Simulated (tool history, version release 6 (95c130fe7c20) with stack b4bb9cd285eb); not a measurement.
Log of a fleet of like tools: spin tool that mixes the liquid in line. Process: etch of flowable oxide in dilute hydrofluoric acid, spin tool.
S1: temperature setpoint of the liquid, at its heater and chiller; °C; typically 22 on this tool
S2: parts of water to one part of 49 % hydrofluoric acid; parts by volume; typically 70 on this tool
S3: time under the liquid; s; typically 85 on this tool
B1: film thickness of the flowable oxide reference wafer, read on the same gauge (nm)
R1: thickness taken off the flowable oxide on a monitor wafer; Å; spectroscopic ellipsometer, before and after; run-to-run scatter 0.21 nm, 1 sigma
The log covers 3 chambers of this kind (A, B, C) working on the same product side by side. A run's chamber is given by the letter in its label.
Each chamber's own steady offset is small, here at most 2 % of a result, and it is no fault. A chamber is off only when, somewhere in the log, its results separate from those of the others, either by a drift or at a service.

run,hour,S1,S2,S3,B1,R1
1C,3.4,22,70,85,119.96,494.54
2B,5.5,22,70,85,119.99,483.96
3A,9.5,22,70,85,120,487.91
4B,13.4,22,70,85,120.01,486.13
5C,17.2,22,95,45,120.04,187.52
6A,21.4,22,95,45,119.99,183.37
7C,23.4,22,95,45,120.01,188.01
8A,26.8,22,70,85,120.01,487.93
9B,28.8,22,70,40,119.99,228.3
10B,30.9,22,70,40,119.99,225.4
11A,35,22,70,40,120,229.16
12C,37.8,22,70,85,120.01,500.11
13B,40.8,22,70,85,119.98,485.45
14A,43.8,22,70,85,120.03,484.34
15C,46.4,22,70,85,119.99,497.49
16A,49,22,70,85,120.04,486.76
17B,53.3,22,70,85,119.99,484.81
18C,57,22,70,85,120,500.08
19C,59.8,22,70,85,120,502.97
20B,62.9,22,70,85,119.98,486.81
21A,65.7,22,70,85,120,487.82
22C,68.3,22,70,85,120.03,503.15
23A,70.6,26.5,70,85,119.99,581.76
24B,74.6,26.5,70,85,120.02,578.03
25A,77.4,26.5,70,85,120,576.91
26C,80.4,22,70,85,120.03,509.93
27B,82.6,22,70,85,120.02,482.65
28B,84.5,22,70,85,120,485.32

Next, all 3 chambers run the settings below, one line each with question marks for the results. What does each chamber give?
29A,87.8,22,70,85,,?
29B,87.8,22,70,85,,?
29C,87.8,22,70,85,,?

run,R1
29A,484.56
29B,484.69
29C,511.54

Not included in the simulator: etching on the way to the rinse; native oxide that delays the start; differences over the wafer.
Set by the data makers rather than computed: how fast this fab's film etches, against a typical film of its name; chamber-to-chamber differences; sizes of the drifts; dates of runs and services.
